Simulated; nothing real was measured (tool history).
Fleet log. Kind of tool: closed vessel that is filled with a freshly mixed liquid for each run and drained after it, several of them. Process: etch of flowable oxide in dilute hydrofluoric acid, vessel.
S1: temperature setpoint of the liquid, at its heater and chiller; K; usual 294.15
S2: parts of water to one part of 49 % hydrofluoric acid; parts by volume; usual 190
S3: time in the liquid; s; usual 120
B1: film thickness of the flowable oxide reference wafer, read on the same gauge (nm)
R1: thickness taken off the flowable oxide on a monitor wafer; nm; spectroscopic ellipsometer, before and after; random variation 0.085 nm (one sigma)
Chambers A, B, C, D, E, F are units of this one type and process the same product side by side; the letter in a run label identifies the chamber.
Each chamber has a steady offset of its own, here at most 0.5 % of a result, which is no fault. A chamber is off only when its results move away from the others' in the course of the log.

| run | hour | S1 | S2 | S3 | B1 | R1 |
|---|---|---|---|---|---|---|
| 1B | 6.7 | 294.15 | 190 | 120 | 79.998 | 18.476 |
| 2F | 13.6 | 294.15 | 190 | 120 | 79.999 | 18.473 |
| 3C | 20.4 | 294.15 | 190 | 120 | 79.983 | 18.51 |
|  | 26 | chamber C: hydrofluoric acid flow meter replaced |
| 4E | 27.3 | 294.15 | 190 | 120 | 80.001 | 18.54 |
| 5A | 36.3 | 294.15 | 190 | 120 | 79.992 | 18.523 |
| 6D | 40.8 | 294.15 | 190 | 120 | 80.032 | 18.578 |
| 7E | 48.4 | 294.15 | 190 | 120 | 79.999 | 18.623 |
|  | 53.8 | chamber A: thermometer replaced |
| 8C | 56.7 | 294.15 | 190 | 120 | 80.013 | 18.491 |
| 9B | 64.6 | 294.15 | 190 | 120 | 80.026 | 18.566 |
| 10D | 70.8 | 294.15 | 190 | 120 | 79.988 | 18.648 |
| 11F | 78.9 | 294.15 | 190 | 120 | 79.983 | 18.545 |
| 12A | 87 | 294.15 | 190 | 120 | 79.983 | 18.301 |
| 13D | 96.6 | 294.15 | 190 | 120 | 80.02 | 18.459 |
| 14E | 104.2 | 294.15 | 190 | 120 | 80.006 | 18.505 |
| 15C | 109.4 | 298.65 | 190 | 180 | 79.991 | 32.926 |
| 16A | 116.7 | 298.65 | 190 | 180 | 80.036 | 32.806 |
| 17B | 125 | 298.65 | 190 | 180 | 79.989 | 32.998 |
| 18F | 133.5 | 298.65 | 190 | 180 | 79.999 | 32.896 |
| 19F | 141 | 298.65 | 190 | 180 | 79.991 | 32.875 |
| 20C | 148.3 | 298.65 | 190 | 180 | 80.017 | 32.868 |
| 21E | 157 | 294.15 | 265 | 100 | 80.02 | 10.17 |
| 22B | 162.3 | 294.15 | 265 | 100 | 80.009 | 10.306 |
| 23A | 169 | 294.15 | 265 | 100 | 80.018 | 10.239 |
| 24D | 174.2 | 294.15 | 265 | 100 | 80.003 | 10.256 |
| 25D | 182 | 294.15 | 265 | 100 | 80.014 | 10.332 |
| 26E | 190.9 | 294.15 | 265 | 100 | 79.977 | 10.176 |
| 27F | 198.8 | 294.15 | 140 | 185 | 80.009 | 40.609 |
| 28A | 202.9 | 294.15 | 140 | 185 | 79.97 | 41.128 |
| 29B | 212.1 | 294.15 | 140 | 185 | 79.982 | 40.504 |
| 30C | 216.9 | 294.15 | 140 | 185 | 79.979 | 40.945 |
| 31E | 224.8 | 294.15 | 140 | 185 | 79.984 | 41.289 |
| 32F | 229.6 | 294.15 | 140 | 185 | 79.997 | 40.559 |
| 33D | 234.7 | 294.15 | 190 | 120 | 80.012 | 18.634 |
| 34A | 243.3 | 294.15 | 190 | 120 | 80.014 | 18.637 |
| 35B | 252.3 | 294.15 | 160 | 165 | 80.002 | 31.203 |
| 36C | 258.8 | 294.15 | 160 | 165 | 79.983 | 31.506 |
| 37B | 264.1 | 294.15 | 160 | 165 | 80.04 | 31.094 |
| 38D | 268.5 | 294.15 | 160 | 165 | 80.025 | 31.196 |
| 39C | 273.5 | 294.15 | 160 | 165 | 79.98 | 31.33 |
| 40F | 281.8 | 294.15 | 160 | 165 | 79.972 | 31.294 |
| 41E | 286.4 | 290.15 | 190 | 60 | 80.024 | 7.9496 |
| 42A | 293.9 | 290.15 | 190 | 60 | 80.008 | 7.8385 |
| 43D | 303 | 290.15 | 190 | 60 | 79.981 | 7.9357 |

The same settings go to every chamber for the next run, one line per chamber below. Forecast the results for each:
| 44A | 309.9 | 294.15 | 190 | 120 |  | ? |
| 44B | 309.9 | 294.15 | 190 | 120 |  | ? |
| 44C | 309.9 | 294.15 | 190 | 120 |  | ? |
| 44D | 309.9 | 294.15 | 190 | 120 |  | ? |
| 44E | 309.9 | 294.15 | 190 | 120 |  | ? |
| 44F | 309.9 | 294.15 | 190 | 120 |  | ? |

| run | R1 |
|---|---|
| 44A | 18.487 |
| 44B | 18.451 |
| 44C | 18.65 |
| 44D | 18.699 |
| 44E | 18.518 |
| 44F | 18.55 |
